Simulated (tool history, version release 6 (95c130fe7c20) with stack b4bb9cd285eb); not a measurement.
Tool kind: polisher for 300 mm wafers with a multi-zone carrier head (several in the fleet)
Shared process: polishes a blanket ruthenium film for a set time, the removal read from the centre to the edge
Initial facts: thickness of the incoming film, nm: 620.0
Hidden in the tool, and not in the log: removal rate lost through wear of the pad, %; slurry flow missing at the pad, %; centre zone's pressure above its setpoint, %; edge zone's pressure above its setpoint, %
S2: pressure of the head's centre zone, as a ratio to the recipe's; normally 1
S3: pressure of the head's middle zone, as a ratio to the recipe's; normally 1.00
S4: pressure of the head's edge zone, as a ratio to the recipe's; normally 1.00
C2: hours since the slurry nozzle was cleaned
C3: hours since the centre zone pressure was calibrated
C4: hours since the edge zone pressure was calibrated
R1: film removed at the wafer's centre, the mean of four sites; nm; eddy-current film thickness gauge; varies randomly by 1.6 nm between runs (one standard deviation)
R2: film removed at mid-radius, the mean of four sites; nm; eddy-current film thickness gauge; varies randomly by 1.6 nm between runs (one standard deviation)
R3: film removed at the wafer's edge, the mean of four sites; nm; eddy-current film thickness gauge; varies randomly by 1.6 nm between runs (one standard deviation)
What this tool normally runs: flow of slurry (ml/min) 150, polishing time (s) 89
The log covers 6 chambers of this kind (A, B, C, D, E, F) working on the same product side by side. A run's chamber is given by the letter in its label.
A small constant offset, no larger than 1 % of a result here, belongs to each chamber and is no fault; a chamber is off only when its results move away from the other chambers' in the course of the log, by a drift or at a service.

{"run": "1C", "hour": 7.5, "flow of slurry (ml/min)": 150, "S2": 1, "S3": 1.0, "S4": 1.0, "polishing time (s)": 89, "wafers polished on this pad": 484, "C2": 739.1, "C3": 249.1, "C4": 428.9, "R1": 122.82, "R2": 119.97, "R3": 123.66}
{"hour": 9.2, "done": "chamber F: worn pad replaced by a new one"}
{"run": "2F", "hour": 15.9, "flow of slurry (ml/min)": 150, "S2": 1, "S3": 1.0, "S4": 1.0, "polishing time (s)": 89, "wafers polished on this pad": 47, "C2": 338.0, "C3": 1110.5, "C4": 956.1, "R1": 118.69, "R2": 120.8, "R3": 124.61}
{"run": "3B", "hour": 19.8, "flow of slurry (ml/min)": 150, "S2": 1, "S3": 1.0, "S4": 1.0, "polishing time (s)": 89, "wafers polished on this pad": 567, "C2": 213.4, "C3": 282.8, "C4": 765.0, "R1": 123.26, "R2": 124.59, "R3": 121.53}
{"run": "4A", "hour": 24.7, "flow of slurry (ml/min)": 150, "S2": 1, "S3": 1.0, "S4": 1.0, "polishing time (s)": 89, "wafers polished on this pad": 375, "C2": 160.0, "C3": 62.0, "C4": 980.1, "R1": 120.25, "R2": 120.17, "R3": 124.94}
{"run": "5D", "hour": 29.7, "flow of slurry (ml/min)": 150, "S2": 1, "S3": 1.0, "S4": 1.0, "polishing time (s)": 89, "wafers polished on this pad": 503, "C2": 46.7, "C3": 30.8, "C4": 1015.5, "R1": 124.08, "R2": 124.01, "R3": 120.03}
{"run": "6E", "hour": 34.5, "flow of slurry (ml/min)": 150, "S2": 1, "S3": 1.0, "S4": 1.0, "polishing time (s)": 89, "wafers polished on this pad": 1008, "C2": 208.6, "C3": 319.4, "C4": 311.5, "R1": 121.36, "R2": 118.4, "R3": 121.23}
{"hour": 37.1, "done": "chamber D: worn pad replaced by a new one"}
{"run": "7F", "hour": 38.3, "flow of slurry (ml/min)": 150, "S2": 1, "S3": 1.0, "S4": 1.0, "polishing time (s)": 89, "wafers polished on this pad": 203, "C2": 360.4, "C3": 1132.9, "C4": 978.5, "R1": 121.58, "R2": 125.0, "R3": 122.46}
{"run": "8B", "hour": 42.6, "flow of slurry (ml/min)": 150, "S2": 1, "S3": 1.0, "S4": 1.0, "polishing time (s)": 89, "wafers polished on this pad": 726, "C2": 236.2, "C3": 305.6, "C4": 787.8, "R1": 121.67, "R2": 122.7, "R3": 122.13}
{"hour": 47.4, "done": "chamber B: worn pad replaced by a new one"}
{"run": "9C", "hour": 47.8, "flow of slurry (ml/min)": 150, "S2": 1, "S3": 1.0, "S4": 1.0, "polishing time (s)": 89, "wafers polished on this pad": 766, "C2": 779.4, "C3": 289.4, "C4": 469.2, "R1": 120.19, "R2": 120.87, "R3": 124.66}
{"hour": 49.5, "done": "chamber E: worn pad replaced by a new one"}
{"hour": 52.3, "done": "chamber C: slurry nozzle cleaned"}
{"run": "10A", "hour": 55.2, "flow of slurry (ml/min)": 150, "S2": 1, "S3": 1.0, "S4": 1.0, "polishing time (s)": 89, "wafers polished on this pad": 589, "C2": 190.5, "C3": 92.5, "C4": 1010.6, "R1": 124.31, "R2": 122.82, "R3": 123.39}
{"run": "11E", "hour": 63.2, "flow of slurry (ml/min)": 150, "S2": 1, "S3": 1.0, "S4": 1.0, "polishing time (s)": 89, "wafers polished on this pad": 96, "C2": 237.3, "C3": 348.1, "C4": 340.2, "R1": 118.52, "R2": 124.05, "R3": 122.95}
{"run": "12D", "hour": 71.6, "flow of slurry (ml/min)": 150, "S2": 1, "S3": 1.0, "S4": 1.0, "polishing time (s)": 89, "wafers polished on this pad": 242, "C2": 88.6, "C3": 72.7, "C4": 1057.4, "R1": 123.66, "R2": 120.09, "R3": 124.56}
{"run": "13D", "hour": 76.0, "flow of slurry (ml/min)": 150, "S2": 1, "S3": 1.11, "S4": 0.88, "polishing time (s)": 89, "wafers polished on this pad": 272, "C2": 93.0, "C3": 77.1, "C4": 1061.8, "R1": 123.0, "R2": 133.47, "R3": 114.13}
{"hour": 78.7, "done": "chamber F: edge zone pressure recalibrated"}
{"run": "14F", "hour": 84.3, "flow of slurry (ml/min)": 150, "S2": 1, "S3": 1.11, "S4": 0.88, "polishing time (s)": 89, "wafers polished on this pad": 525, "C2": 406.4, "C3": 1178.9, "C4": 5.7, "R1": 120.28, "R2": 133.52, "R3": 115.12}
{"hour": 87.5, "done": "chamber E: slurry nozzle cleaned"}
{"hour": 91.2, "done": "chamber B: centre zone pressure recalibrated"}
{"run": "15C", "hour": 92.5, "flow of slurry (ml/min)": 150, "S2": 1, "S3": 1.11, "S4": 0.88, "polishing time (s)": 89, "wafers polished on this pad": 1079, "C2": 40.2, "C3": 334.1, "C4": 513.9, "R1": 123.06, "R2": 133.13, "R3": 114.5}
{"run": "16B", "hour": 99.9, "flow of slurry (ml/min)": 150, "S2": 1, "S3": 1.11, "S4": 0.88, "polishing time (s)": 89, "wafers polished on this pad": 367, "C2": 293.5, "C3": 8.7, "C4": 845.1, "R1": 122.35, "R2": 135.57, "R3": 113.14}
{"run": "17E", "hour": 107.1, "flow of slurry (ml/min)": 150, "S2": 1, "S3": 1.11, "S4": 0.88, "polishing time (s)": 89, "wafers polished on this pad": 403, "C2": 19.6, "C3": 392.0, "C4": 384.1, "R1": 120.45, "R2": 137.37, "R3": 114.47}
{"run": "18A", "hour": 111.4, "flow of slurry (ml/min)": 150, "S2": 1, "S3": 1.11, "S4": 0.88, "polishing time (s)": 89, "wafers polished on this pad": 982, "C2": 246.7, "C3": 148.7, "C4": 1066.8, "R1": 120.2, "R2": 134.87, "R3": 114.14}
{"hour": 116.4, "done": "chamber E: edge zone pressure recalibrated"}
{"hour": 116.9, "done": "chamber C: worn pad replaced by a new one"}
{"run": "19F", "hour": 119.1, "flow of slurry (ml/min)": 120, "S2": 1, "S3": 1.0, "S4": 1.0, "polishing time (s)": 89, "wafers polished on this pad": 769, "C2": 441.2, "C3": 1213.7, "C4": 40.5, "R1": 115.27, "R2": 116.63, "R3": 121.83}
{"run": "20C", "hour": 124.5, "flow of slurry (ml/min)": 120, "S2": 1, "S3": 1.0, "S4": 1.0, "polishing time (s)": 89, "wafers polished on this pad": 53, "C2": 72.2, "C3": 366.1, "C4": 545.9, "R1": 113.6, "R2": 115.76, "R3": 116.99}
{"hour": 125.6, "done": "chamber D: worn pad replaced by a new one"}
{"run": "21D", "hour": 130.6, "flow of slurry (ml/min)": 120, "S2": 1, "S3": 1.0, "S4": 1.0, "polishing time (s)": 89, "wafers polished on this pad": 35, "C2": 147.6, "C3": 131.7, "C4": 1116.4, "R1": 114.65, "R2": 114.94, "R3": 116.04}
{"run": "22A", "hour": 136.2, "flow of slurry (ml/min)": 120, "S2": 1, "S3": 1.0, "S4": 1.0, "polishing time (s)": 89, "wafers polished on this pad": 1156, "C2": 271.5, "C3": 173.5, "C4": 1091.6, "R1": 113.49, "R2": 113.93, "R3": 115.38}
{"run": "23E", "hour": 142.6, "flow of slurry (ml/min)": 120, "S2": 1, "S3": 1.0, "S4": 1.0, "polishing time (s)": 89, "wafers polished on this pad": 652, "C2": 55.1, "C3": 427.5, "C4": 26.2, "R1": 113.67, "R2": 116.56, "R3": 116.2}
{"run": "24B", "hour": 150.8, "flow of slurry (ml/min)": 120, "S2": 1, "S3": 1.0, "S4": 1.0, "polishing time (s)": 89, "wafers polished on this pad": 724, "C2": 344.4, "C3": 59.6, "C4": 896.0, "R1": 116.12, "R2": 115.99, "R3": 117.25}
{"run": "25F", "hour": 157.3, "flow of slurry (ml/min)": 150, "S2": 1, "S3": 1.0, "S4": 1.0, "polishing time (s)": 89, "wafers polished on this pad": 1036, "C2": 479.4, "C3": 1251.9, "C4": 78.7, "R1": 119.58, "R2": 119.23, "R3": 123.28}
{"hour": 157.8, "done": "chamber F: slurry nozzle cleaned"}
{"hour": 158.7, "done": "chamber A: edge zone pressure recalibrated"}
{"hour": 160.9, "done": "chamber A: worn pad replaced by a new one"}
{"run": "26D", "hour": 163.6, "flow of slurry (ml/min)": 150, "S2": 1, "S3": 1.0, "S4": 0.93, "polishing time (s)": 110, "wafers polished on this pad": 266, "C2": 180.6, "C3": 164.7, "C4": 1149.4, "R1": 146.57, "R2": 151.84, "R3": 141.41}
{"hour": 170.5, "done": "chamber B: worn pad replaced by a new one"}
{"run": "27C", "hour": 171.0, "flow of slurry (ml/min)": 150, "S2": 1, "S3": 1.0, "S4": 0.93, "polishing time (s)": 110, "wafers polished on this pad": 379, "C2": 118.7, "C3": 412.6, "C4": 592.4, "R1": 152.99, "R2": 150.09, "R3": 147.75}
{"run": "28B", "hour": 176.9, "flow of slurry (ml/min)": 150, "S2": 1, "S3": 1.0, "S4": 0.93, "polishing time (s)": 110, "wafers polished on this pad": 45, "C2": 370.5, "C3": 85.7, "C4": 922.1, "R1": 150.72, "R2": 149.76, "R3": 147.01}
{"hour": 179.4, "done": "chamber C: edge zone pressure recalibrated"}
{"run": "29A", "hour": 182.4, "flow of slurry (ml/min)": 150, "S2": 1, "S3": 1.0, "S4": 0.93, "polishing time (s)": 110, "wafers polished on this pad": 150, "C2": 317.7, "C3": 219.7, "C4": 23.8, "R1": 143.68, "R2": 146.34, "R3": 138.97}
{"hour": 185.9, "done": "chamber E: worn pad replaced by a new one"}
{"run": "30E", "hour": 189.0, "flow of slurry (ml/min)": 150, "S2": 1, "S3": 1.0, "S4": 0.93, "polishing time (s)": 110, "wafers polished on this pad": 22, "C2": 101.5, "C3": 473.9, "C4": 72.6, "R1": 149.61, "R2": 151.44, "R3": 143.62}
{"run": "31F", "hour": 194.5, "flow of slurry (ml/min)": 150, "S2": 1, "S3": 1.0, "S4": 0.93, "polishing time (s)": 110, "wafers polished on this pad": 1297, "C2": 36.8, "C3": 1289.1, "C4": 115.9, "R1": 151.64, "R2": 148.53, "R3": 142.98}
{"run": "32A", "hour": 201.8, "flow of slurry (ml/min)": 150, "S2": 1, "S3": 1.0, "S4": 1.0, "polishing time (s)": 89, "wafers polished on this pad": 286, "C2": 337.1, "C3": 239.1, "C4": 43.2, "R1": 113.45, "R2": 115.08, "R3": 119.88}
{"hour": 208.8, "done": "chamber D: slurry nozzle cleaned"}
{"run": "33D", "hour": 208.8, "flow of slurry (ml/min)": 150, "S2": 1, "S3": 1.0, "S4": 1.0, "polishing time (s)": 89, "wafers polished on this pad": 582, "C2": 0.1, "C3": 209.9, "C4": 1194.6, "R1": 121.15, "R2": 123.75, "R3": 121.32}
{"run": "34C", "hour": 214.8, "flow of slurry (ml/min)": 150, "S2": 1, "S3": 1.0, "S4": 1.0, "polishing time (s)": 89, "wafers polished on this pad": 685, "C2": 162.5, "C3": 456.4, "C4": 35.5, "R1": 123.49, "R2": 120.61, "R3": 123.24}
{"hour": 216.0, "done": "chamber D: worn pad replaced by a new one"}
{"hour": 217.7, "done": "chamber B: slurry nozzle cleaned"}
{"run": "35B", "hour": 220.8, "flow of slurry (ml/min)": 150, "S2": 1, "S3": 1.0, "S4": 1.0, "polishing time (s)": 89, "wafers polished on this pad": 352, "C2": 3.2, "C3": 129.6, "C4": 966.0, "R1": 124.94, "R2": 123.37, "R3": 120.41}
{"run": "36E", "hour": 225.0, "flow of slurry (ml/min)": 150, "S2": 1, "S3": 1.0, "S4": 1.0, "polishing time (s)": 89, "wafers polished on this pad": 274, "C2": 137.5, "C3": 509.9, "C4": 108.6, "R1": 121.06, "R2": 121.94, "R3": 120.67}
{"hour": 226.3, "done": "chamber F: worn pad replaced by a new one"}
{"run": "37B", "hour": 231.5, "flow of slurry (ml/min)": 150, "S2": 1, "S3": 1.0, "S4": 1.0, "polishing time (s)": 89, "wafers polished on this pad": 427, "C2": 13.9, "C3": 140.3, "C4": 976.7, "R1": 123.61, "R2": 125.63, "R3": 123.96}
{"run": "38F", "hour": 236.2, "flow of slurry (ml/min)": 150, "S2": 1, "S3": 1.0, "S4": 1.0, "polishing time (s)": 89, "wafers polished on this pad": 69, "C2": 78.5, "C3": 1330.8, "C4": 157.6, "R1": 123.14, "R2": 120.14, "R3": 122.99}
{"run": "39C", "hour": 241.5, "flow of slurry (ml/min)": 150, "S2": 1, "S3": 1.0, "S4": 1.0, "polishing time (s)": 70, "wafers polished on this pad": 872, "C2": 189.2, "C3": 483.1, "C4": 62.2, "R1": 98.087, "R2": 95.909, "R3": 97.224}
{"run": "40A", "hour": 248.2, "flow of slurry (ml/min)": 150, "S2": 1, "S3": 1.0, "S4": 1.0, "polishing time (s)": 70, "wafers polished on this pad": 611, "C2": 383.5, "C3": 285.5, "C4": 89.6, "R1": 85.973, "R2": 86.256, "R3": 87.677}
{"run": "41D", "hour": 252.2, "flow of slurry (ml/min)": 150, "S2": 1, "S3": 1.0, "S4": 1.0, "polishing time (s)": 70, "wafers polished on this pad": 254, "C2": 43.5, "C3": 253.3, "C4": 1238.0, "R1": 96.262, "R2": 95.994, "R3": 95.575}

For the next run the whole fleet of 6 chambers uses the same settings. Give each chamber's results:
{"run": "42A", "hour": 258.2, "flow of slurry (ml/min)": 150, "S2": 1, "S3": 1.0, "S4": 1.0, "polishing time (s)": 89, "R1": "?", "R2": "?", "R3": "?"}
{"run": "42B", "hour": 258.2, "flow of slurry (ml/min)": 150, "S2": 1, "S3": 1.0, "S4": 1.0, "polishing time (s)": 89, "R1": "?", "R2": "?", "R3": "?"}
{"run": "42C", "hour": 258.2, "flow of slurry (ml/min)": 150, "S2": 1, "S3": 1.0, "S4": 1.0, "polishing time (s)": 89, "R1": "?", "R2": "?", "R3": "?"}
{"run": "42D", "hour": 258.2, "flow of slurry (ml/min)": 150, "S2": 1, "S3": 1.0, "S4": 1.0, "polishing time (s)": 89, "R1": "?", "R2": "?", "R3": "?"}
{"run": "42E", "hour": 258.2, "flow of slurry (ml/min)": 150, "S2": 1, "S3": 1.0, "S4": 1.0, "polishing time (s)": 89, "R1": "?", "R2": "?", "R3": "?"}
{"run": "42F", "hour": 258.2, "flow of slurry (ml/min)": 150, "S2": 1, "S3": 1.0, "S4": 1.0, "polishing time (s)": 89, "R1": "?", "R2": "?", "R3": "?"}

run=42A R1=107.250 R2=107.150 R3=117.030
run=42B R1=124.160 R2=122.510 R3=122.310
run=42C R1=120.690 R2=120.190 R3=124.340
run=42D R1=122.180 R2=122.920 R3=121.250
run=42E R1=120.450 R2=120.300 R3=123.930
run=42F R1=121.700 R2=122.170 R3=122.710

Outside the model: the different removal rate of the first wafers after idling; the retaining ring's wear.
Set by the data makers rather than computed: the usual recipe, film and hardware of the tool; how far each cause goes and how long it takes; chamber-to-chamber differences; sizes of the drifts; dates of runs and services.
